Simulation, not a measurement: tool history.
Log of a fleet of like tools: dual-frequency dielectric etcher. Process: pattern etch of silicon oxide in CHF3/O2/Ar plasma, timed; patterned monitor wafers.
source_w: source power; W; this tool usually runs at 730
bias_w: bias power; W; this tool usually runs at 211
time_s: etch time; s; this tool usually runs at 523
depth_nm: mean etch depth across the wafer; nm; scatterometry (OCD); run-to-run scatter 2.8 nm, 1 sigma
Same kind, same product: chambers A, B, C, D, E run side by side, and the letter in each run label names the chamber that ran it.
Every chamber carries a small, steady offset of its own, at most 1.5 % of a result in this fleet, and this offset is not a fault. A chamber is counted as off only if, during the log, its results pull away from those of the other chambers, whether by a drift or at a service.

run	hour	source_w	bias_w	time_s	read-back reference wafer on the same gauge, depth_nm	depth_nm
1B	8.8	730	211	523	1049.7	1187.9
2E	20.0	730	211	523	1050.0	1175.7
3A	28.4	730	211	523	1049.5	1188.0
4C	34.5	730	211	523	1050.1	1181.1
5D	44.7	730	211	523	1050.1	1173.8
# hour 48.8: chamber D: wet clean of the chamber
6C	51.2	730	211	523	1050.0	1178.7
7B	58.5	730	211	523	1050.2	1188.4
8D	65.5	730	211	523	1049.6	1172.4
9E	72.7	730	211	523	1049.4	1175.3
10A	81.0	730	211	523	1049.5	1183.7
11E	90.6	620	211	523	1049.5	1105.1
12D	101.0	620	211	523	1049.4	1101.9
13C	109.1	620	211	523	1050.4	1106.6
14A	116.5	620	211	523	1050.4	1118.0
15B	123.3	620	211	523	1050.4	1119.8
16A	131.2	730	211	523	1050.1	1181.5
17B	138.3	620	211	523	1049.8	1116.2
# hour 141.7: chamber A: wet clean of the chamber
# hour 146.6: chamber B: source power generator calibrated
18D	149.7	620	211	523	1050.0	1103.1
19E	155.9	620	211	523	1050.4	1104.4
# hour 159.6: chamber E: wet clean of the chamber
# hour 160.8: chamber E: bias power generator calibrated
20C	165.1	620	211	523	1049.9	1101.0
21D	175.3	620	211	523	1049.9	1104.0
22A	180.8	730	211	523	1049.5	1185.0
23E	191.8	730	211	523	1050.4	1207.8
24C	197.8	730	211	523	1050.4	1172.2
25B	207.6	730	211	523	1049.6	1188.6
26D	217.9	730	211	523	1049.9	1168.5
27B	227.3	730	211	523	1049.8	1188.0
# hour 230.7: chamber C: wet clean of the chamber
28A	233.1	730	211	523	1050.0	1184.6
29C	239.0	730	211	523	1050.3	1174.5
30E	247.5	730	211	523	1050.2	1210.3
31E	256.3	730	211	523	1049.7	1216.4
32A	265.5	730	211	523	1050.2	1183.1
33B	274.6	730	211	523	1050.1	1186.6
34C	281.9	730	211	523	1050.1	1174.2
35D	287.0	800	245	523	1050.0	1280.1
36B	293.6	800	245	523	1050.3	1296.5
37E	303.5	800	245	523	1049.8	1323.4
38C	310.1	800	245	523	1049.8	1278.1
39D	315.4	800	245	523	1049.9	1284.7
40A	325.5	840	211	523	1049.8	1250.2
41D	331.8	840	211	523	1049.5	1240.7

Predict what each chamber gives when all 5 of them run the settings below next.
42A	340.0	590	211	523		?
42B	340.0	590	211	523		?
42C	340.0	590	211	523		?
42D	340.0	590	211	523		?
42E	340.0	590	211	523		?

run	depth_nm
42A	1095.4
42B	1093.8
42C	1089.8
42D	1080.5
42E	1119.4

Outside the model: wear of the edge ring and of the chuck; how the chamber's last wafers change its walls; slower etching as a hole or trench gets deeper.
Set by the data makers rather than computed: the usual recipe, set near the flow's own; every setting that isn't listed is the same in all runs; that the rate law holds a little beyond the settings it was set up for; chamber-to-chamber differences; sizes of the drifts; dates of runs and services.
